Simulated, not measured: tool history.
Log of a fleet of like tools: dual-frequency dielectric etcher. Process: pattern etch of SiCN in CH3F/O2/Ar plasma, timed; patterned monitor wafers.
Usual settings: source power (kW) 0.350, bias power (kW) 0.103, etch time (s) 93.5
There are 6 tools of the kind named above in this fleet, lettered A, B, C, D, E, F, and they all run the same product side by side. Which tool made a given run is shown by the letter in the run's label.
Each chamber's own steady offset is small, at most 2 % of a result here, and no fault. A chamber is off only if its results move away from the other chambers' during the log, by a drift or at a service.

run	day	source power (kW)	bias power (kW)	etch time (s)	read-back reference wafer on the same gauge, depth_nm	mean etch depth across the wafer (nm)
1E	0.250	0.350	0.103	93.5	41.326	37.247
2D	0.508	0.350	0.103	93.5	41.303	38.263
3B	0.738	0.350	0.103	93.5	41.287	38.147
4A	1.012	0.350	0.103	93.5	41.302	37.679
5C	1.196	0.350	0.103	93.5	41.324	38.612
6F	1.350	0.350	0.103	93.5	41.266	38.510
7F	1.529	0.350	0.103	93.5	41.322	38.511
8A	1.812	0.350	0.103	93.5	41.303	37.655
9B	2.038	0.350	0.103	93.5	41.319	38.314
10E	2.288	0.350	0.103	93.5	41.300	37.391
11D	2.425	0.350	0.103	93.5	41.283	38.265
12C	2.725	0.350	0.103	93.5	41.318	38.686
# day 2.908: chamber C: wet clean of the chamber
13D	2.925	0.350	0.103	93.5	41.286	38.380
14E	3.117	0.350	0.103	93.5	41.273	37.585
15B	3.292	0.350	0.103	93.5	41.290	38.141
16C	3.554	0.350	0.103	93.5	41.308	38.571
17F	3.808	0.350	0.103	93.5	41.292	38.564
18A	4.125	0.350	0.111	81.0	41.291	33.682
19A	4.317	0.350	0.111	81.0	41.331	33.494
20F	4.517	0.350	0.111	81.0	41.305	34.315
21C	4.792	0.350	0.111	81.0	41.280	34.210
22D	4.942	0.350	0.111	81.0	41.289	34.051
23B	5.225	0.350	0.111	81.0	41.308	34.148
24E	5.492	0.350	0.103	93.5	41.273	37.458
25B	5.638	0.350	0.103	93.5	41.332	38.148
26F	5.933	0.350	0.103	93.5	41.316	38.325
# day 5.938: chamber A: wet clean of the chamber
27C	6.204	0.350	0.103	93.5	41.308	38.457
28A	6.367	0.350	0.079	93.5	41.291	34.138
29D	6.579	0.350	0.079	93.5	41.305	34.682
30E	6.829	0.350	0.079	93.5	41.306	33.920
31D	7.121	0.350	0.079	93.5	41.284	34.818
32B	7.425	0.350	0.079	93.5	41.297	34.515
33A	7.708	0.350	0.079	93.5	41.292	34.257
34F	7.933	0.400	0.103	93.5	41.270	40.447
35C	8.183	0.400	0.103	93.5	41.301	40.515
36E	8.396	0.400	0.103	93.5	41.321	39.267
37B	8.629	0.400	0.103	93.5	41.317	40.053
38F	8.838	0.400	0.103	93.5	41.317	40.149
39D	9.129	0.400	0.103	93.5	41.316	40.184
# day 9.375: chamber A: bias power generator calibrated
40E	9.425	0.350	0.103	93.5	41.274	37.618
41A	9.571	0.350	0.103	93.5	41.267	37.701
42C	9.792	0.350	0.103	93.5	41.265	38.454
43C	10.067	0.350	0.103	93.5	41.301	38.480

Predict what each chamber gives when all 6 of them run the settings below next.
44A	10.292	0.350	0.103	93.5		?
44B	10.292	0.350	0.103	93.5		?
44C	10.292	0.350	0.103	93.5		?
44D	10.292	0.350	0.103	93.5		?
44E	10.292	0.350	0.103	93.5		?
44F	10.292	0.350	0.103	93.5		?

run	mean etch depth across the wafer (nm)
44A	37.558
44B	38.230
44C	38.616
44D	38.234
44E	37.586
44F	38.477
